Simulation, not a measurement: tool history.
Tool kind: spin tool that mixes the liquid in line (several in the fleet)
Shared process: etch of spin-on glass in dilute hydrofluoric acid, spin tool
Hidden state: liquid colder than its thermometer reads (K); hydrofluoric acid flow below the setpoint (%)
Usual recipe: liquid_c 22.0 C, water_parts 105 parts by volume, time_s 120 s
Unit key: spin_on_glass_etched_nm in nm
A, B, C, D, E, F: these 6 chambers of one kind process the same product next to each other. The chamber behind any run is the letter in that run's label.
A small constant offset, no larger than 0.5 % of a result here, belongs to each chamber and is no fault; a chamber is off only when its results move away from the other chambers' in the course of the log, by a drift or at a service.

run	day	liquid_c	water_parts	time_s	hours since the thermometer was replaced	hours since the hydrofluoric acid flow meter was replaced	read-back film thickness of the spin-on glass reference wafer, read on the same gauge (nm)	spin_on_glass_etched_nm
1C	0.171	22.0	105	120	342.6	222.9	130.02	38.575
2E	0.450	22.0	105	120	1926.3	21.6	129.97	39.186
3A	0.771	22.0	105	120	338.5	401.5	130.03	39.328
4B	1.067	22.0	105	120	819.2	696.7	130.04	39.100
# day 1.138: chamber F: hydrofluoric acid flow meter replaced
5D	1.304	22.0	105	120	136.0	582.1	130.00	38.879
6F	1.617	22.0	105	120	53.6	11.5	129.99	39.217
7B	1.862	22.0	105	120	838.3	715.8	129.97	39.181
8F	2.033	19.5	90	120	63.6	21.5	130.02	41.514
9C	2.183	19.5	90	120	390.9	271.2	129.97	42.038
10A	2.504	19.5	90	120	380.1	443.1	130.01	41.810
11D	2.733	19.5	90	120	170.3	616.4	129.97	41.813
12E	2.917	19.5	90	120	1985.5	80.8	130.03	42.094
13B	3.150	19.5	90	120	869.2	746.7	130.01	41.735
14C	3.396	22.0	105	120	420.0	300.3	129.98	38.980
15A	3.650	22.0	60	120	407.6	470.6	129.99	71.580
16E	3.975	22.0	60	120	2010.9	106.2	130.00	73.292
17F	4.246	22.0	60	120	116.7	74.6	130.03	71.966
18D	4.575	22.0	60	120	214.5	660.6	129.99	73.050
19B	4.854	22.0	60	120	910.1	787.6	129.95	72.525
20E	5.000	22.0	60	120	2035.5	130.8	130.02	73.021
21D	5.204	22.0	105	120	229.6	675.7	129.98	38.614
22C	5.400	22.0	105	120	468.1	348.4	130.03	39.291
23A	5.717	22.0	105	120	457.2	520.2	130.01	39.035
24F	5.896	20.0	105	120	156.3	114.2	129.99	35.936
25F	6.042	20.0	105	120	159.8	117.7	129.95	35.784
26E	6.221	20.0	105	120	2064.8	160.1	129.95	36.094
27A	6.467	20.0	105	120	475.2	538.2	130.00	36.173
28B	6.650	20.0	105	120	953.2	830.7	130.01	36.095
29D	6.933	20.0	105	120	271.1	717.2	129.99	35.478
30C	7.112	22.0	105	120	509.2	389.5	129.99	38.805
31C	7.333	22.0	105	120	514.5	394.8	129.99	39.040
32E	7.562	22.0	105	120	2097.0	192.3	130.01	39.053
33F	7.708	26.0	65	120	199.8	157.7	129.97	77.534
34D	7.883	26.0	65	120	293.9	740.0	130.01	78.390
35A	8.112	26.0	65	120	514.7	577.7	130.02	77.057
36B	8.304	26.0	65	120	992.9	870.4	129.98	77.882
37E	8.638	26.0	65	120	2122.8	218.1	129.97	77.816

Has any chamber moved away from the others, gradually or after a service, or does the common gauge drift, or do the chambers differ only by their own small steady offsets? State the chamber and the most likely cause if one applies.

Nothing is wrong: each chamber keeps only its own small, steady offset and the gauge holds still.
